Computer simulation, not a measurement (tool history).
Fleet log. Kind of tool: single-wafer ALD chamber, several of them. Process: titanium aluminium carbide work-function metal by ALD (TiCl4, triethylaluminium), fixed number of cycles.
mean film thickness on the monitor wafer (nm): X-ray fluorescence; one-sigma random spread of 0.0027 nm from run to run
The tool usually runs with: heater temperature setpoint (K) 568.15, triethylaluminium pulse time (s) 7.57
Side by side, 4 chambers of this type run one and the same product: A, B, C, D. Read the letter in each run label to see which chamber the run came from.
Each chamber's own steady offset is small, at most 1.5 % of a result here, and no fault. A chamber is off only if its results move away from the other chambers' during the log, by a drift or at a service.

run	hour	heater temperature setpoint (K)	triethylaluminium pulse time (s)	read-back reference wafer on the same gauge, thickness_nm	mean film thickness on the monitor wafer (nm)
1C	8.4	568.15	7.57	2.1688	1.8718
2A	19.7	568.15	7.57	2.1695	1.8930
3B	28.0	568.15	7.57	2.1687	1.8635
4D	43.4	568.15	7.57	2.1684	1.8800
5D	52.8	568.15	7.57	2.1678	1.8821
6A	65.8	568.15	7.57	2.1674	1.8927
7B	77.5	568.15	7.57	2.1667	1.8544
8C	92.3	568.15	7.57	2.1663	1.8694
9C	102.6	568.15	7.57	2.1661	1.8741
10A	109.6	568.15	7.57	2.1655	1.8947
11D	122.2	568.15	7.57	2.1653	1.8776
# hour 125.5: chamber A: triethylaluminium bottle replaced
12B	131.7	568.15	7.57	2.1646	1.8625
13C	146.5	568.15	7.57	2.1646	1.8703
14A	161.9	568.15	7.57	2.1642	1.8869
15D	172.9	568.15	7.57	2.1633	1.8749
16B	187.6	568.15	7.57	2.1624	1.8544
17D	198.6	568.15	7.57	2.1617	1.8766
18B	207.3	568.15	7.57	2.1623	1.8547
# hour 211.7: chamber B: triethylaluminium bottle replaced
19C	219.6	568.15	7.57	2.1609	1.8710
20A	229.0	568.15	7.57	2.1608	1.8863
21C	242.9	578.15	9.24	2.1606	2.0237
22B	253.0	578.15	9.24	2.1603	2.0096
23D	266.0	578.15	9.24	2.1592	2.0216
24A	274.2	578.15	9.24	2.1595	2.0328
25C	288.7	568.15	7.57	2.1578	1.8656
26D	297.5	568.15	7.57	2.1580	1.8721
27A	308.3	568.15	7.57	2.1579	1.8835
28B	315.7	568.15	7.57	2.1571	1.8535

Is one chamber off against the others, does the gauge drift, or is nothing wrong? If a chamber is off, say which, and what the likeliest cause is.

The shared gauge is drifting. All chambers look as if they move in step, but none is off.
Likeliest cause: gauge reads low (%) = 0.593.
